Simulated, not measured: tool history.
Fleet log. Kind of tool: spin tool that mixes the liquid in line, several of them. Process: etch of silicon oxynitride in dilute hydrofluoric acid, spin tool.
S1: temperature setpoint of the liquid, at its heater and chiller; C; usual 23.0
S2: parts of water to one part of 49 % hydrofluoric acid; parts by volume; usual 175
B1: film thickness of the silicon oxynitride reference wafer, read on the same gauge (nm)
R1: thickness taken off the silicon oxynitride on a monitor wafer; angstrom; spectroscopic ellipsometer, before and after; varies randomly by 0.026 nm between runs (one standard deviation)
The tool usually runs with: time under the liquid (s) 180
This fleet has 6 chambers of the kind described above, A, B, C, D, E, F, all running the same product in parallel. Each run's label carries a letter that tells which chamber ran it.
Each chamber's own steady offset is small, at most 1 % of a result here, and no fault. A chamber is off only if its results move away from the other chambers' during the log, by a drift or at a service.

run 1F day=0.162 | S1=23.0 S2=175 time_under_the_liquid_(s)=180 | B1=59.994 | R1=25.085
run 2E day=0.354 | S1=23.0 S2=175 time_under_the_liquid_(s)=180 | B1=59.978 | R1=25.157
run 3D day=0.538 | S1=23.0 S2=175 time_under_the_liquid_(s)=180 | B1=60.002 | R1=24.985
run 4C day=0.742 | S1=23.0 S2=175 time_under_the_liquid_(s)=180 | B1=59.968 | R1=24.934
run 5B day=1.000 | S1=24.5 S2=175 time_under_the_liquid_(s)=245 | B1=59.975 | R1=36.736
run 6A day=1.183 | S1=24.5 S2=175 time_under_the_liquid_(s)=245 | B1=60.013 | R1=36.984
run 7B day=1.383 | S1=24.5 S2=175 time_under_the_liquid_(s)=245 | B1=60.023 | R1=36.761
run 8E day=1.633 | S1=24.5 S2=175 time_under_the_liquid_(s)=245 | B1=60.004 | R1=36.626
run 9F day=1.917 | S1=24.5 S2=175 time_under_the_liquid_(s)=245 | B1=60.029 | R1=35.907
run 10A day=2.250 | S1=24.5 S2=175 time_under_the_liquid_(s)=245 | B1=59.989 | R1=36.612
run 11C day=2.475 | S1=23.0 S2=175 time_under_the_liquid_(s)=180 | B1=59.985 | R1=24.588
run 12D day=2.646 | S1=23.0 S2=175 time_under_the_liquid_(s)=180 | B1=60.012 | R1=24.524
run 13F day=2.925 | S1=23.0 S2=175 time_under_the_liquid_(s)=180 | B1=60.002 | R1=25.105
run 14A day=3.150 | S1=23.0 S2=175 time_under_the_liquid_(s)=180 | B1=60.009 | R1=24.457
run 15C day=3.400 | S1=21.0 S2=240 time_under_the_liquid_(s)=180 | B1=59.951 | R1=15.529
-- day=3.492 chamber B: hydrofluoric acid flow meter replaced
run 16E day=3.729 | S1=21.0 S2=240 time_under_the_liquid_(s)=180 | B1=59.992 | R1=16.090
run 17D day=4.025 | S1=21.0 S2=240 time_under_the_liquid_(s)=180 | B1=60.009 | R1=15.795
run 18B day=4.208 | S1=21.0 S2=240 time_under_the_liquid_(s)=180 | B1=59.939 | R1=15.606
run 19F day=4.400 | S1=21.0 S2=240 time_under_the_liquid_(s)=180 | B1=59.952 | R1=15.480
run 20D day=4.692 | S1=21.0 S2=240 time_under_the_liquid_(s)=180 | B1=60.006 | R1=15.741
run 21A day=4.912 | S1=23.0 S2=175 time_under_the_liquid_(s)=180 | B1=60.021 | R1=24.574
run 22B day=5.062 | S1=23.0 S2=175 time_under_the_liquid_(s)=180 | B1=60.002 | R1=25.271
run 23E day=5.258 | S1=23.0 S2=175 time_under_the_liquid_(s)=180 | B1=59.984 | R1=24.881
run 24C day=5.408 | S1=23.0 S2=175 time_under_the_liquid_(s)=180 | B1=59.994 | R1=23.686
run 25F day=5.642 | S1=23.0 S2=215 time_under_the_liquid_(s)=225 | B1=59.993 | R1=24.570
-- day=5.792 chamber A: thermometer replaced
run 26D day=5.933 | S1=23.0 S2=215 time_under_the_liquid_(s)=225 | B1=60.014 | R1=24.634
run 27B day=6.250 | S1=23.0 S2=215 time_under_the_liquid_(s)=225 | B1=60.004 | R1=24.717
run 28A day=6.533 | S1=23.0 S2=215 time_under_the_liquid_(s)=225 | B1=60.016 | R1=24.951
run 29E day=6.821 | S1=23.0 S2=215 time_under_the_liquid_(s)=225 | B1=59.981 | R1=24.620
run 30C day=7.004 | S1=23.0 S2=215 time_under_the_liquid_(s)=225 | B1=60.017 | R1=22.737
run 31D day=7.329 | S1=23.0 S2=175 time_under_the_liquid_(s)=180 | B1=59.994 | R1=24.586
run 32E day=7.608 | S1=23.0 S2=175 time_under_the_liquid_(s)=180 | B1=59.965 | R1=25.124
run 33C day=7.850 | S1=23.0 S2=175 time_under_the_liquid_(s)=180 | B1=59.985 | R1=22.303
run 34A day=8.158 | S1=23.0 S2=175 time_under_the_liquid_(s)=265 | B1=60.004 | R1=36.668
run 35B day=8.329 | S1=23.0 S2=175 time_under_the_liquid_(s)=265 | B1=60.010 | R1=36.321
run 36F day=8.496 | S1=23.0 S2=175 time_under_the_liquid_(s)=265 | B1=59.981 | R1=36.722
run 37A day=8.738 | S1=23.0 S2=175 time_under_the_liquid_(s)=265 | B1=60.002 | R1=36.452
run 38E day=8.917 | S1=23.0 S2=175 time_under_the_liquid_(s)=265 | B1=60.001 | R1=36.833

For the next run the whole fleet of 6 chambers uses the same settings. Give each chamber's results:
run 39A day=9.167 | S1=23.0 S2=175 time_under_the_liquid_(s)=180 | R1=?
run 39B day=9.167 | S1=23.0 S2=175 time_under_the_liquid_(s)=180 | R1=?
run 39C day=9.167 | S1=23.0 S2=175 time_under_the_liquid_(s)=180 | R1=?
run 39D day=9.167 | S1=23.0 S2=175 time_under_the_liquid_(s)=180 | R1=?
run 39E day=9.167 | S1=23.0 S2=175 time_under_the_liquid_(s)=180 | R1=?
run 39F day=9.167 | S1=23.0 S2=175 time_under_the_liquid_(s)=180 | R1=?

run=39A R1=24.797
run=39B R1=25.413
run=39C R1=21.937
run=39D R1=25.039
run=39E R1=25.024
run=39F R1=25.021
